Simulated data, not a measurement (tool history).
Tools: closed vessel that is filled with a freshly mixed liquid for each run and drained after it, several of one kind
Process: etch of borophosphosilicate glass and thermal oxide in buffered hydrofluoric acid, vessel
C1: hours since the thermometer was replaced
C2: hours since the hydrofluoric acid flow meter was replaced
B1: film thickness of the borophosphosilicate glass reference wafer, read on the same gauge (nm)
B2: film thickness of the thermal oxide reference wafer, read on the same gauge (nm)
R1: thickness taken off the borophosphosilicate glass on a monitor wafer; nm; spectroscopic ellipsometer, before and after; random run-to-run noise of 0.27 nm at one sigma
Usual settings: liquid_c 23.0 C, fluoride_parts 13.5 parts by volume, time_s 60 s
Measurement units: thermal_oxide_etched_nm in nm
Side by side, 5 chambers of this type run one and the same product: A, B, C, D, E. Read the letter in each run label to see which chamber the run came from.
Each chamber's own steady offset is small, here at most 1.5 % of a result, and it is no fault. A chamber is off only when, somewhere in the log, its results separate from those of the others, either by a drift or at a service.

run 1D hour=4.3 | liquid_c=23.0 fluoride_parts=13.5 time_s=60 | C1=1609.8 C2=2249.3 | B1=119.99 B2=70.000 | R1=56.672 thermal_oxide_etched_nm=50.228
run 2B hour=8.9 | liquid_c=23.0 fluoride_parts=13.5 time_s=60 | C1=2328.8 C2=1202.8 | B1=119.99 B2=70.051 | R1=57.044 thermal_oxide_etched_nm=49.856
run 3A hour=14.2 | liquid_c=23.0 fluoride_parts=13.5 time_s=60 | C1=1539.6 C2=44.5 | B1=120.00 B2=69.993 | R1=56.579 thermal_oxide_etched_nm=50.596
run 4E hour=18.3 | liquid_c=23.0 fluoride_parts=13.5 time_s=60 | C1=107.0 C2=115.4 | B1=119.94 B2=69.987 | R1=55.333 thermal_oxide_etched_nm=50.744
run 5C hour=24.1 | liquid_c=23.0 fluoride_parts=13.5 time_s=60 | C1=1270.7 C2=1136.9 | B1=119.99 B2=69.996 | R1=55.582 thermal_oxide_etched_nm=50.798
run 6E hour=27.7 | liquid_c=23.0 fluoride_parts=13.5 time_s=35 | C1=116.4 C2=124.8 | B1=120.01 B2=69.994 | R1=32.571 thermal_oxide_etched_nm=29.681
run 7D hour=31.0 | liquid_c=23.0 fluoride_parts=13.5 time_s=35 | C1=1636.5 C2=2276.0 | B1=120.01 B2=70.003 | R1=32.973 thermal_oxide_etched_nm=29.350
run 8C hour=35.8 | liquid_c=23.0 fluoride_parts=13.5 time_s=35 | C1=1282.4 C2=1148.6 | B1=120.00 B2=69.999 | R1=32.601 thermal_oxide_etched_nm=29.264
run 9A hour=39.8 | liquid_c=23.0 fluoride_parts=13.5 time_s=35 | C1=1565.2 C2=70.1 | B1=120.02 B2=69.993 | R1=32.786 thermal_oxide_etched_nm=29.388
run 10B hour=46.0 | liquid_c=23.0 fluoride_parts=13.5 time_s=35 | C1=2365.9 C2=1239.9 | B1=119.96 B2=70.014 | R1=33.061 thermal_oxide_etched_nm=29.004
run 11C hour=52.3 | liquid_c=23.0 fluoride_parts=13.5 time_s=60 | C1=1298.9 C2=1165.1 | B1=120.04 B2=70.001 | R1=55.319 thermal_oxide_etched_nm=50.185
run 12D hour=58.1 | liquid_c=23.0 fluoride_parts=13.5 time_s=60 | C1=1663.6 C2=2303.1 | B1=120.03 B2=70.022 | R1=56.686 thermal_oxide_etched_nm=49.817
run 13E hour=63.7 | liquid_c=23.0 fluoride_parts=16.5 time_s=60 | C1=152.4 C2=160.8 | B1=120.02 B2=69.995 | R1=46.373 thermal_oxide_etched_nm=41.679
run 14B hour=69.2 | liquid_c=23.0 fluoride_parts=16.5 time_s=60 | C1=2389.1 C2=1263.1 | B1=119.97 B2=70.004 | R1=46.315 thermal_oxide_etched_nm=40.451
run 15A hour=74.5 | liquid_c=23.0 fluoride_parts=16.5 time_s=60 | C1=1599.9 C2=104.8 | B1=120.01 B2=70.032 | R1=46.819 thermal_oxide_etched_nm=41.763
run 16A hour=77.5 | liquid_c=23.0 fluoride_parts=16.5 time_s=60 | C1=1602.9 C2=107.8 | B1=119.98 B2=69.999 | R1=46.308 thermal_oxide_etched_nm=41.421
run 17C hour=84.0 | liquid_c=23.0 fluoride_parts=16.5 time_s=60 | C1=1330.6 C2=1196.8 | B1=120.01 B2=69.974 | R1=45.489 thermal_oxide_etched_nm=41.235
run 18D hour=90.0 | liquid_c=23.0 fluoride_parts=13.5 time_s=60 | C1=1695.5 C2=2335.0 | B1=119.99 B2=69.997 | R1=56.664 thermal_oxide_etched_nm=49.994
run 19B hour=95.0 | liquid_c=23.0 fluoride_parts=13.5 time_s=60 | C1=2414.9 C2=1288.9 | B1=120.01 B2=69.995 | R1=57.394 thermal_oxide_etched_nm=49.548
run 20E hour=100.9 | liquid_c=23.0 fluoride_parts=13.5 time_s=60 | C1=189.6 C2=198.0 | B1=120.01 B2=70.020 | R1=56.072 thermal_oxide_etched_nm=50.488
run 21C hour=106.9 | liquid_c=23.0 fluoride_parts=13.5 time_s=60 | C1=1353.5 C2=1219.7 | B1=119.98 B2=69.949 | R1=55.924 thermal_oxide_etched_nm=50.467
run 22B hour=111.9 | liquid_c=23.0 fluoride_parts=13.5 time_s=60 | C1=2431.8 C2=1305.8 | B1=119.99 B2=69.978 | R1=56.642 thermal_oxide_etched_nm=49.771
run 23D hour=115.5 | liquid_c=23.0 fluoride_parts=13.5 time_s=60 | C1=1721.0 C2=2360.5 | B1=119.96 B2=69.958 | R1=56.629 thermal_oxide_etched_nm=50.025
run 24A hour=120.9 | liquid_c=23.0 fluoride_parts=13.5 time_s=60 | C1=1646.3 C2=151.2 | B1=120.04 B2=69.992 | R1=55.982 thermal_oxide_etched_nm=50.240
run 25E hour=123.9 | liquid_c=23.0 fluoride_parts=13.5 time_s=60 | C1=212.6 C2=221.0 | B1=120.01 B2=70.023 | R1=55.375 thermal_oxide_etched_nm=50.886
run 26D hour=128.9 | liquid_c=23.0 fluoride_parts=13.5 time_s=60 | C1=1734.4 C2=2373.9 | B1=120.00 B2=70.038 | R1=56.574 thermal_oxide_etched_nm=50.071
run 27A hour=133.4 | liquid_c=23.0 fluoride_parts=13.5 time_s=60 | C1=1658.8 C2=163.7 | B1=120.01 B2=69.985 | R1=56.621 thermal_oxide_etched_nm=50.333
run 28B hour=136.3 | liquid_c=23.0 fluoride_parts=13.5 time_s=60 | C1=2456.2 C2=1330.2 | B1=120.08 B2=69.999 | R1=56.469 thermal_oxide_etched_nm=49.209
-- hour=141.1 chamber B: thermometer replaced
run 29E hour=141.8 | liquid_c=23.0 fluoride_parts=13.5 time_s=60 | C1=230.5 C2=238.9 | B1=119.96 B2=69.989 | R1=55.617 thermal_oxide_etched_nm=50.468
run 30C hour=148.4 | liquid_c=23.0 fluoride_parts=13.5 time_s=60 | C1=1395.0 C2=1261.2 | B1=119.98 B2=69.988 | R1=55.787 thermal_oxide_etched_nm=50.267
run 31E hour=153.7 | liquid_c=23.0 fluoride_parts=13.5 time_s=60 | C1=242.4 C2=250.8 | B1=120.04 B2=70.012 | R1=55.210 thermal_oxide_etched_nm=50.826
run 32D hour=160.1 | liquid_c=23.0 fluoride_parts=13.5 time_s=60 | C1=1765.6 C2=2405.1 | B1=119.98 B2=69.995 | R1=56.631 thermal_oxide_etched_nm=49.824
run 33A hour=165.2 | liquid_c=23.0 fluoride_parts=13.5 time_s=60 | C1=1690.6 C2=195.5 | B1=119.98 B2=70.012 | R1=56.615 thermal_oxide_etched_nm=50.483
run 34B hour=170.1 | liquid_c=23.0 fluoride_parts=13.5 time_s=60 | C1=29.1 C2=1364.0 | B1=120.01 B2=70.010 | R1=56.668 thermal_oxide_etched_nm=49.610
run 35C hour=175.4 | liquid_c=23.0 fluoride_parts=13.5 time_s=60 | C1=1422.0 C2=1288.2 | B1=119.98 B2=69.975 | R1=55.481 thermal_oxide_etched_nm=49.833
run 36D hour=178.5 | liquid_c=23.0 fluoride_parts=13.5 time_s=60 | C1=1784.0 C2=2423.5 | B1=120.01 B2=69.976 | R1=56.836 thermal_oxide_etched_nm=49.951
run 37E hour=184.0 | liquid_c=23.0 fluoride_parts=13.5 time_s=60 | C1=272.7 C2=281.1 | B1=119.99 B2=70.012 | R1=55.242 thermal_oxide_etched_nm=50.874
run 38A hour=189.5 | liquid_c=25.5 fluoride_parts=13.5 time_s=60 | C1=1714.9 C2=219.8 | B1=120.03 B2=69.996 | R1=64.625 thermal_oxide_etched_nm=58.202
run 39B hour=195.3 | liquid_c=25.5 fluoride_parts=13.5 time_s=60 | C1=54.3 C2=1389.2 | B1=120.01 B2=70.027 | R1=64.995 thermal_oxide_etched_nm=56.759
run 40C hour=201.3 | liquid_c=25.5 fluoride_parts=13.5 time_s=60 | C1=1447.9 C2=1314.1 | B1=119.93 B2=70.000 | R1=63.680 thermal_oxide_etched_nm=57.916
run 41B hour=207.8 | liquid_c=25.5 fluoride_parts=13.5 time_s=60 | C1=66.8 C2=1401.7 | B1=120.00 B2=70.002 | R1=64.433 thermal_oxide_etched_nm=56.183

For the next run the whole fleet of 5 chambers uses the same settings. Give each chamber's results:
run 42A hour=212.5 | liquid_c=23.0 fluoride_parts=13.5 time_s=60 | R1=? thermal_oxide_etched_nm=?
run 42B hour=212.5 | liquid_c=23.0 fluoride_parts=13.5 time_s=60 | R1=? thermal_oxide_etched_nm=?
run 42C hour=212.5 | liquid_c=23.0 fluoride_parts=13.5 time_s=60 | R1=? thermal_oxide_etched_nm=?
run 42D hour=212.5 | liquid_c=23.0 fluoride_parts=13.5 time_s=60 | R1=? thermal_oxide_etched_nm=?
run 42E hour=212.5 | liquid_c=23.0 fluoride_parts=13.5 time_s=60 | R1=? thermal_oxide_etched_nm=?

run=42A R1=56.429 thermal_oxide_etched_nm=50.564
run=42B R1=56.986 thermal_oxide_etched_nm=49.546
run=42C R1=55.715 thermal_oxide_etched_nm=50.548
run=42D R1=56.511 thermal_oxide_etched_nm=49.707
run=42E R1=55.432 thermal_oxide_etched_nm=50.699

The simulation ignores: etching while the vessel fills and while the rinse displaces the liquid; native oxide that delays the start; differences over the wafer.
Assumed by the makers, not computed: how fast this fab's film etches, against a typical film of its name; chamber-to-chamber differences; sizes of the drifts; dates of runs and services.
